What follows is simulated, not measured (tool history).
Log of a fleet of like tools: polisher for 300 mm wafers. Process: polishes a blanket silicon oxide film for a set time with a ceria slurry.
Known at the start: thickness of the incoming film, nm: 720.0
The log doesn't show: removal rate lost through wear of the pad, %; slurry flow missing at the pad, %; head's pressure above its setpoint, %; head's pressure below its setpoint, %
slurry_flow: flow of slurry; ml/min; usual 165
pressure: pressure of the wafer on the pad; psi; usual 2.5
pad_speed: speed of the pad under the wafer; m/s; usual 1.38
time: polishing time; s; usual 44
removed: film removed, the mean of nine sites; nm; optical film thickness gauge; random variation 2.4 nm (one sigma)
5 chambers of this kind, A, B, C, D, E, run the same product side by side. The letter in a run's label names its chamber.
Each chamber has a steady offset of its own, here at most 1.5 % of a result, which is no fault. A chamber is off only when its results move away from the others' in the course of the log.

run   hour  slurry_flow  pressure  pad_speed  time  wafers polished on this pad  hours since the slurry nozzle was cleaned  hours since the head pressure was calibrated  removed
 1A    8.6          165       2.5       1.38    44                          589                                      185.6                                        1036.2   214.43
      13.3  -- chamber A: worn pad replaced by a new one
      16.6  -- chamber E: worn pad replaced by a new one
      16.9  -- chamber C: worn pad replaced by a new one
 2E   16.9          165       2.5       1.38    44                            4                                      310.1                                         176.8   214.19
 3B   24.9          165       2.5       1.38    44                          524                                      443.3                                         304.6   217.67
 4D   35.5          165       2.5       1.38    44                          576                                       60.0                                         377.3   220.42
 5C   42.2          165       2.5       1.38    44                          324                                       46.7                                         652.9   223.83
 6C   48.6          165       2.5       1.38    44                          405                                       53.1                                         659.3   219.08
      49.9  -- chamber D: worn pad replaced by a new one
      57.2  -- chamber B: worn pad replaced by a new one
 7B   61.0          130       2.5       1.38    44                           49                                      479.4                                         340.7   207.94
 8A   67.3          130       2.5       1.38    44                          691                                      244.3                                        1094.9   205.77
      71.7  -- chamber A: worn pad replaced by a new one
      77.1  -- chamber C: worn pad replaced by a new one
 9E   77.1          130       2.5       1.38    44                          774                                      370.3                                         237.0   208.94
10D   87.2          130       2.5       1.38    44                          477                                      111.7                                         429.0   208.42
11C   95.9          130       2.5       1.38    44                          240                                      100.4                                         706.6   213.51
12E  103.5          165       2.5       1.38    44                         1112                                      396.7                                         263.4   217.72
     108.1  -- chamber E: worn pad replaced by a new one
     114.7  -- chamber B: slurry nozzle cleaned
13A  115.8          165       2.5       1.38    44                          564                                      292.8                                        1143.4   218.81
     116.1  -- chamber B: head pressure recalibrated
     118.7  -- chamber D: worn pad replaced by a new one
14D  124.0          165       2.5       1.38    44                           68                                      148.5                                         465.8   216.87
     127.2  -- chamber C: worn pad replaced by a new one
     127.3  -- chamber A: worn pad replaced by a new one
15B  136.2          165       2.5       1.38    44                         1011                                       21.5                                          20.2   234.19
     145.9  -- chamber B: worn pad replaced by a new one
16C  147.4          165       2.5       1.38    44                          259                                      151.9                                         758.1   219.73
     155.5  -- chamber C: head pressure recalibrated
17B  159.0          165       2.5       1.38    44                          168                                       44.3                                          43.0   236.06
18A  167.4          165       2.5       1.38    44                          513                                      344.4                                        1195.0   218.83
     170.9  -- chamber D: worn pad replaced by a new one
19D  173.8          190       1.7       1.38    44                           37                                      198.3                                         515.6   151.91
     177.1  -- chamber A: worn pad replaced by a new one
     178.4  -- chamber C: worn pad replaced by a new one
20E  183.7          190       1.7       1.38    44                          967                                      476.9                                         343.6   148.76
21A  192.3          190       1.7       1.38    44                          194                                      369.3                                        1219.9   152.08
     196.2  -- chamber E: worn pad replaced by a new one
22D  198.8          190       1.7       1.38    44                          357                                      223.3                                         540.6   154.27
23B  210.2          190       1.7       1.38    44                          823                                       95.5                                          94.2   163.60
     214.8  -- chamber D: head pressure recalibrated
24E  217.8          165       2.5       1.38    44                          276                                      511.0                                         377.7   215.22
     223.5  -- chamber E: slurry nozzle cleaned
25C  224.5          165       2.5       1.38    44                          590                                      229.0                                          69.0   221.46
     225.4  -- chamber B: worn pad replaced by a new one
     228.3  -- chamber A: worn pad replaced by a new one
26D  231.2          165       2.5       1.38    44                          771                                      255.7                                          16.5   219.17
     237.3  -- chamber C: worn pad replaced by a new one
27E  241.1          165       2.5       1.38    44                          574                                       17.7                                         401.0   217.77
28A  251.4          165       2.5       1.38    44                          296                                      428.4                                        1279.0   217.58
29C  257.4          165       2.5       1.38    44                          257                                      261.9                                         101.9   212.87
30B  265.2          165       2.5       1.38    44                          510                                      150.5                                         149.2   231.27
31E  275.4          165       2.5       1.38    44                         1013                                       52.0                                         435.3   214.54
32C  287.6          165       2.5       1.38    54                          644                                      292.1                                         132.1   266.57

All 5 chambers run these settings next. Forecast each chamber's results:
33A  296.6          165       2.5       1.64    44                                                                                                                              ?
33B  296.6          165       2.5       1.64    44                                                                                                                              ?
33C  296.6          165       2.5       1.64    44                                                                                                                              ?
33D  296.6          165       2.5       1.64    44                                                                                                                              ?
33E  296.6          165       2.5       1.64    44                                                                                                                              ?

run  removed
33A   256.28
33B   280.38
33C   266.72
33D   257.64
33E   260.79
